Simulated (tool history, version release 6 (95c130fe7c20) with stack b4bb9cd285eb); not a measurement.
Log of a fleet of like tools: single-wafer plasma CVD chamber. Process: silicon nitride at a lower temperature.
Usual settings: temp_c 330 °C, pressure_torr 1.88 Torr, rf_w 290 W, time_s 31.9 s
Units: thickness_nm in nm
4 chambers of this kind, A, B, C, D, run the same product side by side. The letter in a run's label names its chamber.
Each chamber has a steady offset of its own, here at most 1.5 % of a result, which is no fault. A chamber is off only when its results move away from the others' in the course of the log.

| run | hour | temp_c | pressure_torr | rf_w | time_s | read-back reference wafer on the same gauge, thickness_nm | thickness_nm |
|---|---|---|---|---|---|---|---|
| 1A | 4.6 | 330 | 1.88 | 290 | 31.9 | 34.19 | 38.641 |
| 2D | 9.1 | 330 | 1.88 | 290 | 31.9 | 34.173 | 37.949 |
| 3C | 11.6 | 330 | 1.88 | 290 | 31.9 | 34.177 | 38.293 |
| 4B | 14.3 | 330 | 1.88 | 290 | 31.9 | 34.224 | 38.924 |
| 5C | 18.3 | 330 | 1.88 | 290 | 31.9 | 34.207 | 38.213 |
| 6B | 21.3 | 330 | 1.88 | 290 | 31.9 | 34.232 | 38.867 |
| 7D | 24.5 | 330 | 1.88 | 290 | 27.8 | 34.175 | 33.502 |
| 8A | 26.9 | 330 | 1.88 | 290 | 27.8 | 34.171 | 33.724 |
| 9A | 31.5 | 330 | 1.88 | 290 | 27.8 | 34.221 | 33.603 |
| 10D | 35 | 330 | 1.88 | 290 | 27.8 | 34.206 | 33.124 |
| 11B | 37 | 330 | 1.88 | 290 | 31.9 | 34.23 | 39.061 |
| 12C | 39.4 | 330 | 1.88 | 290 | 31.9 | 34.213 | 38.361 |
| 13A | 42.1 | 330 | 1.88 | 290 | 31.9 | 34.221 | 38.809 |
| 14D | 46.2 | 330 | 1.88 | 290 | 31.9 | 34.187 | 37.867 |
| 15C | 50.4 | 330 | 1.88 | 290 | 31.9 | 34.194 | 38.184 |
| 16B | 52.7 | 330 | 1.88 | 290 | 31.9 | 34.19 | 39.425 |
| 17B | 56.8 | 330 | 1.88 | 290 | 31.9 | 34.187 | 38.869 |
| 18C | 59.9 | 330 | 1.88 | 290 | 31.9 | 34.228 | 38.301 |
| 19D | 64.1 | 330 | 1.67 | 290 | 31.9 | 34.171 | 35.99 |
| 20A | 66.7 | 330 | 1.67 | 290 | 31.9 | 34.211 | 37.441 |
| 21A | 70.1 | 330 | 1.67 | 290 | 31.9 | 34.164 | 36.991 |
| 22D | 73.9 | 330 | 1.67 | 290 | 31.9 | 34.186 | 35.872 |
| 23C | 77.6 | 330 | 1.46 | 290 | 31.9 | 34.197 | 35.842 |
| 24B | 79.7 | 330 | 1.46 | 290 | 31.9 | 34.191 | 36.595 |

Is one chamber off against the others, does the gauge drift, or is nothing wrong? If a chamber is off, say which, and what the likeliest cause is.

Chamber D drifts away from the others.
Cause: delivered RF power below the setpoint (%) = 6.57.

Here are 4 candidates for chamber D's next run, each the usual settings with a change, their results left as question marks. Which one brings its results back in line with what the others give on the usual settings?
In line means no further than this from the other chambers' mean on the usual settings: thickness_nm 0.58 nm
| 25D-1 | 83 | 330 | 1.84 | 280 | 30.1 |  | ? |
| 25D-2 | 83 | 330 | 1.88 | 305 | 33.9 |  | ? |
| 25D-3 | 83 | 330 | 1.88 | 270 | 31.9 |  | ? |
| 25D-4 | 83 | 330 | 1.91 | 295 | 33 |  | ? |

The other chambers' mean on the usual settings: thickness_nm 38.559 nm
| run | thickness_nm |
|---|---|
| 25D-1 | 33.491 |
| 25D-2 | 40.262 |
| 25D-3 | 34.781 |
| 25D-4 | 38.471 |
25D-4 brings the chamber back in line.
